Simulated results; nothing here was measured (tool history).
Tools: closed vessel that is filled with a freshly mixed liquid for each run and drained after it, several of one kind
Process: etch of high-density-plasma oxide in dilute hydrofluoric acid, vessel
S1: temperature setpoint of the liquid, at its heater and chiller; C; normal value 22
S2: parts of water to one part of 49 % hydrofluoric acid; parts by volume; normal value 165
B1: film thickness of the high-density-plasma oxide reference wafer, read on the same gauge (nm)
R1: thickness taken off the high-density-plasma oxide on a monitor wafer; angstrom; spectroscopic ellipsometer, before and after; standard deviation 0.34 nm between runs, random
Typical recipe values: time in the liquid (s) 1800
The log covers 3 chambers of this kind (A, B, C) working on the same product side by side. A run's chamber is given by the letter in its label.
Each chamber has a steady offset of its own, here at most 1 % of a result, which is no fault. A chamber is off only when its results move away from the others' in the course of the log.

{"run": "1B", "hour": 3.8, "S1": 22, "S2": 165, "time in the liquid (s)": 1800, "B1": 129.96, "R1": 488.44}
{"run": "2A", "hour": 7.7, "S1": 22, "S2": 165, "time in the liquid (s)": 1800, "B1": 130.02, "R1": 489.74}
{"run": "3C", "hour": 11.4, "S1": 22, "S2": 165, "time in the liquid (s)": 1800, "B1": 130.03, "R1": 480.75}
{"run": "4B", "hour": 14.0, "S1": 22, "S2": 165, "time in the liquid (s)": 1800, "B1": 129.97, "R1": 485.74}
{"run": "5A", "hour": 18.1, "S1": 22, "S2": 165, "time in the liquid (s)": 1800, "B1": 129.95, "R1": 491.53}
{"run": "6C", "hour": 22.0, "S1": 19, "S2": 110, "time in the liquid (s)": 1800, "B1": 129.97, "R1": 682.9}
{"run": "7A", "hour": 26.9, "S1": 19, "S2": 110, "time in the liquid (s)": 1800, "B1": 129.98, "R1": 698.67}
{"run": "8B", "hour": 29.5, "S1": 19, "S2": 110, "time in the liquid (s)": 1800, "B1": 129.94, "R1": 693.81}
{"run": "9C", "hour": 34.9, "S1": 22, "S2": 165, "time in the liquid (s)": 1800, "B1": 130.02, "R1": 468.04}
{"run": "10C", "hour": 39.5, "S1": 22, "S2": 165, "time in the liquid (s)": 1800, "B1": 130.04, "R1": 466.26}
{"run": "11A", "hour": 42.6, "S1": 22, "S2": 165, "time in the liquid (s)": 1800, "B1": 130.05, "R1": 486.62}
{"run": "12B", "hour": 47.8, "S1": 22, "S2": 165, "time in the liquid (s)": 1800, "B1": 130, "R1": 493.54}
{"run": "13A", "hour": 53.1, "S1": 22, "S2": 165, "time in the liquid (s)": 1800, "B1": 130.01, "R1": 490.18}
{"run": "14B", "hour": 56.4, "S1": 22, "S2": 165, "time in the liquid (s)": 1800, "B1": 130.03, "R1": 489.52}
{"run": "15C", "hour": 61.3, "S1": 22, "S2": 165, "time in the liquid (s)": 1800, "B1": 130.02, "R1": 457.63}
{"run": "16C", "hour": 65.3, "S1": 22, "S2": 195, "time in the liquid (s)": 1800, "B1": 130.04, "R1": 372.21}
{"run": "17B", "hour": 68.3, "S1": 22, "S2": 195, "time in the liquid (s)": 1800, "B1": 130.02, "R1": 401.58}
{"run": "18A", "hour": 73.5, "S1": 22, "S2": 195, "time in the liquid (s)": 1800, "B1": 130.01, "R1": 398.93}
{"run": "19B", "hour": 78.9, "S1": 22, "S2": 165, "time in the liquid (s)": 1800, "B1": 129.98, "R1": 499.39}
{"run": "20A", "hour": 82.9, "S1": 22, "S2": 165, "time in the liquid (s)": 1800, "B1": 129.99, "R1": 488.02}

Predict what each chamber gives when all 3 of them run the settings below next.
{"run": "21A", "hour": 87.1, "S1": 22, "S2": 165, "time in the liquid (s)": 1800, "R1": "?"}
{"run": "21B", "hour": 87.1, "S1": 22, "S2": 165, "time in the liquid (s)": 1800, "R1": "?"}
{"run": "21C", "hour": 87.1, "S1": 22, "S2": 165, "time in the liquid (s)": 1800, "R1": "?"}

run=21A R1=491.78
run=21B R1=487.47
run=21C R1=450.13
